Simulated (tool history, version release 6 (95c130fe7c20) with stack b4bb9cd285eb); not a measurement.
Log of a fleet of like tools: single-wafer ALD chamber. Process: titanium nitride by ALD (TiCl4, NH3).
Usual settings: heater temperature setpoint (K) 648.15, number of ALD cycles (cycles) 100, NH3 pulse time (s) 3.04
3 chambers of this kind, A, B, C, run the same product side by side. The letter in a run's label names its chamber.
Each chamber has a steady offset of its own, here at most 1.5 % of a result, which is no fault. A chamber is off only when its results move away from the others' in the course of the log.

run   hour  heater temperature setpoint (K)  number of ALD cycles (cycles)  NH3 pulse time (s)  read-back reference wafer on the same gauge, thickness_nm  mean film thickness on the monitor wafer (angstrom)
 1C    6.7                           648.15                            100                3.04                                                     2.4599                                               21.798
 2B   15.2                           648.15                            100                3.04                                                     2.4591                                               22.105
 3A   25.5                           648.15                            100                3.04                                                     2.4584                                               22.140
 4A   35.0                           648.15                            100                3.04                                                     2.4576                                               22.073
 5B   45.0                           648.15                            100                3.04                                                     2.4562                                               22.052
 6C   51.3                           648.15                            100                3.04                                                     2.4557                                               21.809
 7C   58.8                           648.15                            100                3.04                                                     2.4551                                               21.726
 8B   72.0                           648.15                            100                3.04                                                     2.4548                                               21.952
 9A   80.3                           648.15                            100                3.04                                                     2.4546                                               22.088
10B   92.0                           648.15                            100                3.04                                                     2.4543                                               22.031
11A   98.2                           648.15                            100                3.04                                                     2.4532                                               22.040
12C  109.0                           648.15                            100                3.04                                                     2.4525                                               21.747
13B  119.2                           648.15                            100                3.04                                                     2.4517                                               22.005
14A  125.5                           648.15                            100                3.04                                                     2.4510                                               22.027
15C  138.9                           648.15                            100                3.04                                                     2.4511                                               21.689
16B  144.7                           648.15                            100                3.04                                                     2.4503                                               21.968
17C  157.0                           648.15                            100                3.04                                                     2.4488                                               21.724
18A  165.8                           648.15                            100                3.04                                                     2.4490                                               22.000
19C  172.0                           648.15                            100                3.04                                                     2.4481                                               21.707
20A  180.0                           648.15                            100                3.04                                                     2.4470                                               22.010
21B  189.8                           648.15                            100                3.04                                                     2.4463                                               21.964
22C  200.1                           648.15                            100                3.04                                                     2.4460                                               21.692
23A  209.6                           648.15                            100                3.04                                                     2.4447                                               21.989

Is one chamber off against the others, does the gauge drift, or is nothing wrong? If a chamber is off, say which, and what the likeliest cause is.

The gauge drifts, so all chambers seem to drift together. No chamber is off.
Cause: gauge reads low (%) = 0.623.

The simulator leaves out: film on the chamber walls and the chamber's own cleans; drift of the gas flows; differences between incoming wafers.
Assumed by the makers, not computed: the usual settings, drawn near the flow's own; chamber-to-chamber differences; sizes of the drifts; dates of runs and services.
